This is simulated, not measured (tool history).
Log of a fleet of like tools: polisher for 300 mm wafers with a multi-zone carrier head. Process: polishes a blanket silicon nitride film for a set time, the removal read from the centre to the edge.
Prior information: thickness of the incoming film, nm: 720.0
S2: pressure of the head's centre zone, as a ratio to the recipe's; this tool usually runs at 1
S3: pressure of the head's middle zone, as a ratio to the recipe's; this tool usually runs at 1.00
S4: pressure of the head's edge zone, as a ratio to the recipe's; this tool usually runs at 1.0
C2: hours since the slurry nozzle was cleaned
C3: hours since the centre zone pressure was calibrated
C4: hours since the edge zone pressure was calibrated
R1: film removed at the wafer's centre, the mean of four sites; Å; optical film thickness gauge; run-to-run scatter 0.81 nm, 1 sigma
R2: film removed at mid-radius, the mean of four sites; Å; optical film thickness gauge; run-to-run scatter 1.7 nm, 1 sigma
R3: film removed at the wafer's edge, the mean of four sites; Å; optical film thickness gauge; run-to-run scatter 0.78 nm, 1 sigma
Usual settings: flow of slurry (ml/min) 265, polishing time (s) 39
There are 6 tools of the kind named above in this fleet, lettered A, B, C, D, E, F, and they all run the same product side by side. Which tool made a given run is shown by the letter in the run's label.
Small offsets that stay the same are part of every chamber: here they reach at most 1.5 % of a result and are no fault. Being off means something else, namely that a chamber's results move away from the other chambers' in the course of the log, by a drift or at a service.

{"day": 0.108, "done": "chamber F: edge zone pressure recalibrated"}
{"day": 0.154, "done": "chamber A: worn pad replaced by a new one"}
{"run": "1D", "day": 0.412, "flow of slurry (ml/min)": 265, "S2": 1, "S3": 1.0, "S4": 1.0, "polishing time (s)": 39, "wafers polished on this pad": 116, "C2": 216.0, "C3": 72.4, "C4": 1019.9, "R1": 1261.1, "R2": 1235.3, "R3": 1238.5}
{"day": 0.675, "done": "chamber E: worn pad replaced by a new one"}
{"day": 0.683, "done": "chamber D: slurry nozzle cleaned"}
{"run": "2A", "day": 0.925, "flow of slurry (ml/min)": 265, "S2": 1, "S3": 1.0, "S4": 1.0, "polishing time (s)": 39, "wafers polished on this pad": 116, "C2": 402.2, "C3": 625.1, "C4": 626.6, "R1": 1238.9, "R2": 1251.7, "R3": 1265.9}
{"run": "3B", "day": 1.196, "flow of slurry (ml/min)": 265, "S2": 1, "S3": 1.0, "S4": 1.0, "polishing time (s)": 39, "wafers polished on this pad": 501, "C2": 146.8, "C3": 556.1, "C4": 1108.2, "R1": 1253.7, "R2": 1249.0, "R3": 1248.5}
{"run": "4F", "day": 1.521, "flow of slurry (ml/min)": 265, "S2": 1, "S3": 1.0, "S4": 1.0, "polishing time (s)": 39, "wafers polished on this pad": 735, "C2": 512.5, "C3": 1060.3, "C4": 34.0, "R1": 1254.1, "R2": 1237.2, "R3": 1252.0}
{"run": "5E", "day": 1.867, "flow of slurry (ml/min)": 265, "S2": 1, "S3": 1.0, "S4": 1.0, "polishing time (s)": 39, "wafers polished on this pad": 179, "C2": 347.1, "C3": 756.6, "C4": 373.0, "R1": 1249.0, "R2": 1255.7, "R3": 1255.2}
{"run": "6C", "day": 2.312, "flow of slurry (ml/min)": 265, "S2": 1, "S3": 1.0, "S4": 1.0, "polishing time (s)": 39, "wafers polished on this pad": 457, "C2": 375.0, "C3": 984.8, "C4": 618.3, "R1": 1234.0, "R2": 1254.5, "R3": 1250.8}
{"run": "7E", "day": 2.904, "flow of slurry (ml/min)": 265, "S2": 1, "S3": 1.0, "S4": 1.0, "polishing time (s)": 39, "wafers polished on this pad": 335, "C2": 372.0, "C3": 781.5, "C4": 397.9, "R1": 1240.6, "R2": 1252.5, "R3": 1276.7}
{"run": "8D", "day": 3.238, "flow of slurry (ml/min)": 265, "S2": 1, "S3": 1.0, "S4": 1.0, "polishing time (s)": 39, "wafers polished on this pad": 541, "C2": 61.4, "C3": 140.2, "C4": 1087.7, "R1": 1244.0, "R2": 1248.2, "R3": 1231.6}
{"run": "9C", "day": 3.679, "flow of slurry (ml/min)": 265, "S2": 1, "S3": 1.0, "S4": 1.0, "polishing time (s)": 39, "wafers polished on this pad": 662, "C2": 407.8, "C3": 1017.6, "C4": 651.1, "R1": 1261.2, "R2": 1257.9, "R3": 1268.2}
{"day": 3.779, "done": "chamber A: edge zone pressure recalibrated"}
{"day": 4.242, "done": "chamber C: worn pad replaced by a new one"}
{"run": "10B", "day": 4.254, "flow of slurry (ml/min)": 265, "S2": 1, "S3": 1.0, "S4": 1.0, "polishing time (s)": 39, "wafers polished on this pad": 961, "C2": 220.2, "C3": 629.5, "C4": 1181.6, "R1": 1245.1, "R2": 1259.2, "R3": 1259.6}
{"day": 4.392, "done": "chamber E: worn pad replaced by a new one"}
{"day": 4.508, "done": "chamber F: worn pad replaced by a new one"}
{"run": "11F", "day": 4.692, "flow of slurry (ml/min)": 265, "S2": 1, "S3": 1.0, "S4": 1.0, "polishing time (s)": 39, "wafers polished on this pad": 27, "C2": 588.6, "C3": 1136.4, "C4": 110.1, "R1": 1257.6, "R2": 1258.4, "R3": 1276.4}
{"run": "12A", "day": 5.071, "flow of slurry (ml/min)": 265, "S2": 1, "S3": 1.0, "S4": 1.0, "polishing time (s)": 39, "wafers polished on this pad": 739, "C2": 501.7, "C3": 724.6, "C4": 31.0, "R1": 1231.0, "R2": 1276.4, "R3": 1265.8}
{"day": 5.204, "done": "chamber D: edge zone pressure recalibrated"}
{"run": "13E", "day": 5.429, "flow of slurry (ml/min)": 265, "S2": 1, "S3": 1.0, "S4": 1.0, "polishing time (s)": 39, "wafers polished on this pad": 156, "C2": 432.6, "C3": 842.1, "C4": 458.5, "R1": 1253.2, "R2": 1241.4, "R3": 1260.2}
{"day": 5.596, "done": "chamber B: slurry nozzle cleaned"}
{"day": 5.829, "done": "chamber B: worn pad replaced by a new one"}
{"run": "14F", "day": 5.971, "flow of slurry (ml/min)": 265, "S2": 1, "S3": 1.0, "S4": 1.0, "polishing time (s)": 39, "wafers polished on this pad": 219, "C2": 619.3, "C3": 1167.1, "C4": 140.8, "R1": 1248.3, "R2": 1250.9, "R3": 1262.2}
{"day": 6.225, "done": "chamber A: worn pad replaced by a new one"}
{"run": "15A", "day": 6.233, "flow of slurry (ml/min)": 265, "S2": 1, "S3": 1.0, "S4": 1.0, "polishing time (s)": 39, "wafers polished on this pad": 1, "C2": 529.6, "C3": 752.5, "C4": 58.9, "R1": 1243.3, "R2": 1257.2, "R3": 1272.0}
{"day": 6.262, "done": "chamber F: slurry nozzle cleaned"}
{"day": 6.338, "done": "chamber D: worn pad replaced by a new one"}
{"run": "16D", "day": 6.817, "flow of slurry (ml/min)": 265, "S2": 1, "S3": 1.0, "S4": 1.0, "polishing time (s)": 39, "wafers polished on this pad": 72, "C2": 147.3, "C3": 226.1, "C4": 38.8, "R1": 1253.5, "R2": 1230.6, "R3": 1236.1}
{"day": 6.958, "done": "chamber C: slurry nozzle cleaned"}
{"run": "17B", "day": 7.317, "flow of slurry (ml/min)": 265, "S2": 1, "S3": 1.0, "S4": 1.0, "polishing time (s)": 39, "wafers polished on this pad": 223, "C2": 41.3, "C3": 703.0, "C4": 1255.1, "R1": 1260.3, "R2": 1266.7, "R3": 1241.0}
{"day": 7.421, "done": "chamber E: edge zone pressure recalibrated"}
{"run": "18C", "day": 7.675, "flow of slurry (ml/min)": 265, "S2": 1, "S3": 1.0, "S4": 1.0, "polishing time (s)": 39, "wafers polished on this pad": 516, "C2": 17.3, "C3": 1113.5, "C4": 747.0, "R1": 1233.1, "R2": 1262.4, "R3": 1240.1}
{"run": "19C", "day": 8.021, "flow of slurry (ml/min)": 265, "S2": 1, "S3": 1.0, "S4": 1.0, "polishing time (s)": 39, "wafers polished on this pad": 568, "C2": 25.6, "C3": 1121.8, "C4": 755.3, "R1": 1246.3, "R2": 1251.5, "R3": 1257.6}
{"day": 8.167, "done": "chamber A: centre zone pressure recalibrated"}
{"day": 8.246, "done": "chamber E: worn pad replaced by a new one"}
{"run": "20F", "day": 8.329, "flow of slurry (ml/min)": 265, "S2": 1, "S3": 1.0, "S4": 1.0, "polishing time (s)": 39, "wafers polished on this pad": 574, "C2": 49.6, "C3": 1223.7, "C4": 197.4, "R1": 1261.4, "R2": 1245.4, "R3": 1271.7}
{"day": 8.8, "done": "chamber C: worn pad replaced by a new one"}
{"run": "21D", "day": 8.812, "flow of slurry (ml/min)": 265, "S2": 1, "S3": 0.93, "S4": 1.1, "polishing time (s)": 39, "wafers polished on this pad": 372, "C2": 195.2, "C3": 274.0, "C4": 86.7, "R1": 1245.9, "R2": 1167.6, "R3": 1311.4}
{"day": 9.275, "done": "chamber F: centre zone pressure recalibrated"}
{"run": "22B", "day": 9.383, "flow of slurry (ml/min)": 265, "S2": 1, "S3": 0.93, "S4": 1.1, "polishing time (s)": 39, "wafers polished on this pad": 534, "C2": 90.9, "C3": 752.6, "C4": 1304.7, "R1": 1243.9, "R2": 1190.2, "R3": 1312.5}
{"day": 9.425, "done": "chamber D: centre zone pressure recalibrated"}
{"run": "23E", "day": 9.683, "flow of slurry (ml/min)": 265, "S2": 1, "S3": 0.93, "S4": 1.1, "polishing time (s)": 39, "wafers polished on this pad": 216, "C2": 534.7, "C3": 944.2, "C4": 54.4, "R1": 1250.9, "R2": 1182.1, "R3": 1335.3}
{"run": "24A", "day": 10.125, "flow of slurry (ml/min)": 265, "S2": 1, "S3": 0.93, "S4": 1.1, "polishing time (s)": 39, "wafers polished on this pad": 586, "C2": 623.0, "C3": 47.1, "C4": 152.3, "R1": 1224.7, "R2": 1179.4, "R3": 1344.4}
{"day": 10.267, "done": "chamber D: slurry nozzle cleaned"}
{"run": "25C", "day": 10.388, "flow of slurry (ml/min)": 265, "S2": 1, "S3": 0.93, "S4": 1.1, "polishing time (s)": 39, "wafers polished on this pad": 238, "C2": 82.4, "C3": 1178.6, "C4": 812.1, "R1": 1233.5, "R2": 1156.1, "R3": 1309.0}
{"day": 10.7, "done": "chamber A: slurry nozzle cleaned"}
{"run": "26F", "day": 10.954, "flow of slurry (ml/min)": 265, "S2": 1, "S3": 0.93, "S4": 1.1, "polishing time (s)": 39, "wafers polished on this pad": 968, "C2": 112.6, "C3": 40.4, "C4": 260.4, "R1": 1174.3, "R2": 1156.7, "R3": 1319.6}
{"day": 11.304, "done": "chamber F: edge zone pressure recalibrated"}
{"day": 11.358, "done": "chamber C: centre zone pressure recalibrated"}
{"run": "27E", "day": 11.442, "flow of slurry (ml/min)": 265, "S2": 1, "S3": 1.0, "S4": 1.0, "polishing time (s)": 39, "wafers polished on this pad": 480, "C2": 576.9, "C3": 986.4, "C4": 96.6, "R1": 1249.7, "R2": 1260.6, "R3": 1253.0}
{"run": "28B", "day": 11.8, "flow of slurry (ml/min)": 220, "S2": 1, "S3": 0.95, "S4": 1.0, "polishing time (s)": 39, "wafers polished on this pad": 897, "C2": 148.9, "C3": 810.6, "C4": 1362.7, "R1": 1214.7, "R2": 1190.5, "R3": 1223.8}
{"day": 11.883, "done": "chamber F: worn pad replaced by a new one"}
{"day": 11.892, "done": "chamber E: worn pad replaced by a new one"}
{"run": "29A", "day": 12.254, "flow of slurry (ml/min)": 220, "S2": 1, "S3": 0.95, "S4": 1.0, "polishing time (s)": 39, "wafers polished on this pad": 906, "C2": 37.4, "C3": 98.2, "C4": 203.4, "R1": 1222.1, "R2": 1170.5, "R3": 1258.2}
{"day": 12.321, "done": "chamber E: slurry nozzle cleaned"}
{"run": "30D", "day": 12.683, "flow of slurry (ml/min)": 220, "S2": 1, "S3": 0.95, "S4": 1.0, "polishing time (s)": 39, "wafers polished on this pad": 953, "C2": 58.1, "C3": 78.2, "C4": 179.6, "R1": 1225.0, "R2": 1192.3, "R3": 1224.1}
{"day": 12.75, "done": "chamber D: worn pad replaced by a new one"}
{"run": "31B", "day": 13.221, "flow of slurry (ml/min)": 220, "S2": 1, "S3": 0.95, "S4": 1.0, "polishing time (s)": 39, "wafers polished on this pad": 1110, "C2": 183.0, "C3": 844.7, "C4": 1396.8, "R1": 1214.4, "R2": 1170.6, "R3": 1230.5}
{"run": "32E", "day": 13.508, "flow of slurry (ml/min)": 220, "S2": 1, "S3": 0.95, "S4": 1.0, "polishing time (s)": 39, "wafers polished on this pad": 243, "C2": 28.5, "C3": 1036.0, "C4": 146.2, "R1": 1224.4, "R2": 1179.3, "R3": 1229.4}
{"run": "33D", "day": 13.967, "flow of slurry (ml/min)": 220, "S2": 1, "S3": 0.95, "S4": 1.0, "polishing time (s)": 39, "wafers polished on this pad": 183, "C2": 88.9, "C3": 109.0, "C4": 210.4, "R1": 1213.5, "R2": 1170.3, "R3": 1215.4}
{"day": 14.125, "done": "chamber C: worn pad replaced by a new one"}
{"day": 14.2, "done": "chamber A: worn pad replaced by a new one"}
{"run": "34A", "day": 14.246, "flow of slurry (ml/min)": 265, "S2": 1, "S3": 1.0, "S4": 1.0, "polishing time (s)": 39, "wafers polished on this pad": 7, "C2": 85.2, "C3": 146.0, "C4": 251.2, "R1": 1244.4, "R2": 1249.8, "R3": 1269.2}
{"run": "35F", "day": 14.742, "flow of slurry (ml/min)": 265, "S2": 1, "S3": 1.0, "S4": 1.0, "polishing time (s)": 39, "wafers polished on this pad": 429, "C2": 203.5, "C3": 131.3, "C4": 82.6, "R1": 1172.7, "R2": 1262.3, "R3": 1256.2}
{"run": "36C", "day": 15.108, "flow of slurry (ml/min)": 265, "S2": 1, "S3": 1.0, "S4": 1.0, "polishing time (s)": 39, "wafers polished on this pad": 148, "C2": 195.7, "C3": 90.1, "C4": 925.4, "R1": 1232.2, "R2": 1255.2, "R3": 1246.1}
{"run": "37A", "day": 15.579, "flow of slurry (ml/min)": 265, "S2": 1, "S3": 1.0, "S4": 1.0, "polishing time (s)": 39, "wafers polished on this pad": 207, "C2": 117.2, "C3": 178.0, "C4": 283.2, "R1": 1249.0, "R2": 1238.1, "R3": 1278.6}
{"day": 15.729, "done": "chamber E: worn pad replaced by a new one"}
{"run": "38D", "day": 15.954, "flow of slurry (ml/min)": 265, "S2": 1, "S3": 1.0, "S4": 1.0, "polishing time (s)": 39, "wafers polished on this pad": 481, "C2": 136.6, "C3": 156.7, "C4": 258.1, "R1": 1256.9, "R2": 1262.8, "R3": 1245.4}
{"run": "39E", "day": 16.479, "flow of slurry (ml/min)": 265, "S2": 1, "S3": 1.0, "S4": 1.0, "polishing time (s)": 39, "wafers polished on this pad": 113, "C2": 99.8, "C3": 1107.3, "C4": 217.5, "R1": 1260.8, "R2": 1278.7, "R3": 1257.9}
{"run": "40F", "day": 16.833, "flow of slurry (ml/min)": 265, "S2": 1, "S3": 1.0, "S4": 1.0, "polishing time (s)": 39, "wafers polished on this pad": 744, "C2": 253.7, "C3": 181.5, "C4": 132.8, "R1": 1184.3, "R2": 1210.6, "R3": 1267.1}
{"run": "41C", "day": 17.258, "flow of slurry (ml/min)": 265, "S2": 1, "S3": 1.0, "S4": 1.0, "polishing time (s)": 39, "wafers polished on this pad": 471, "C2": 247.3, "C3": 141.7, "C4": 977.0, "R1": 1246.2, "R2": 1222.3, "R3": 1257.3}

What goes on in this fleet: one chamber off, a drifting gauge, or nothing beyond the chambers' own small offsets? Name the chamber and the cause, if any.

After it was serviced, chamber F no longer matches the other chambers.
What lies behind it: centre zone's pressure below its setpoint, % = 5.34.

Which of the 4 candidates below, each the usual settings with something changed and its results left as question marks, puts chamber F back in line with what the other chambers give on the usual settings?
In line means no further than this from the other chambers' mean on the usual settings: R1 28.0 Å; R2 61.0 Å; R3 27.0 Å
{"run": "42F-1", "day": 17.683, "flow of slurry (ml/min)": 265, "S2": 1.01, "S3": 1.0, "S4": 0.99, "polishing time (s)": 39, "R1": "?", "R2": "?", "R3": "?"}
{"run": "42F-2", "day": 17.683, "flow of slurry (ml/min)": 265, "S2": 0.99, "S3": 1.0, "S4": 1.01, "polishing time (s)": 39, "R1": "?", "R2": "?", "R3": "?"}
{"run": "42F-3", "day": 17.683, "flow of slurry (ml/min)": 270, "S2": 1.05, "S3": 0.99, "S4": 0.98, "polishing time (s)": 39, "R1": "?", "R2": "?", "R3": "?"}
{"run": "42F-4", "day": 17.683, "flow of slurry (ml/min)": 260, "S2": 0.95, "S3": 1.01, "S4": 1.02, "polishing time (s)": 39, "R1": "?", "R2": "?", "R3": "?"}

What the other chambers average on the usual settings: R1 1246.0 Å; R2 1252.7 Å; R3 1255.7 Å
run=42F-1 R1=1191.7 R2=1248.1 R3=1249.2
run=42F-2 R1=1165.9 R2=1248.2 R3=1262.3
run=42F-3 R1=1245.9 R2=1238.8 R3=1244.8
run=42F-4 R1=1111.9 R2=1257.3 R3=1266.6
42F-3 is the one that brings the chamber's results back in line with the other chambers.

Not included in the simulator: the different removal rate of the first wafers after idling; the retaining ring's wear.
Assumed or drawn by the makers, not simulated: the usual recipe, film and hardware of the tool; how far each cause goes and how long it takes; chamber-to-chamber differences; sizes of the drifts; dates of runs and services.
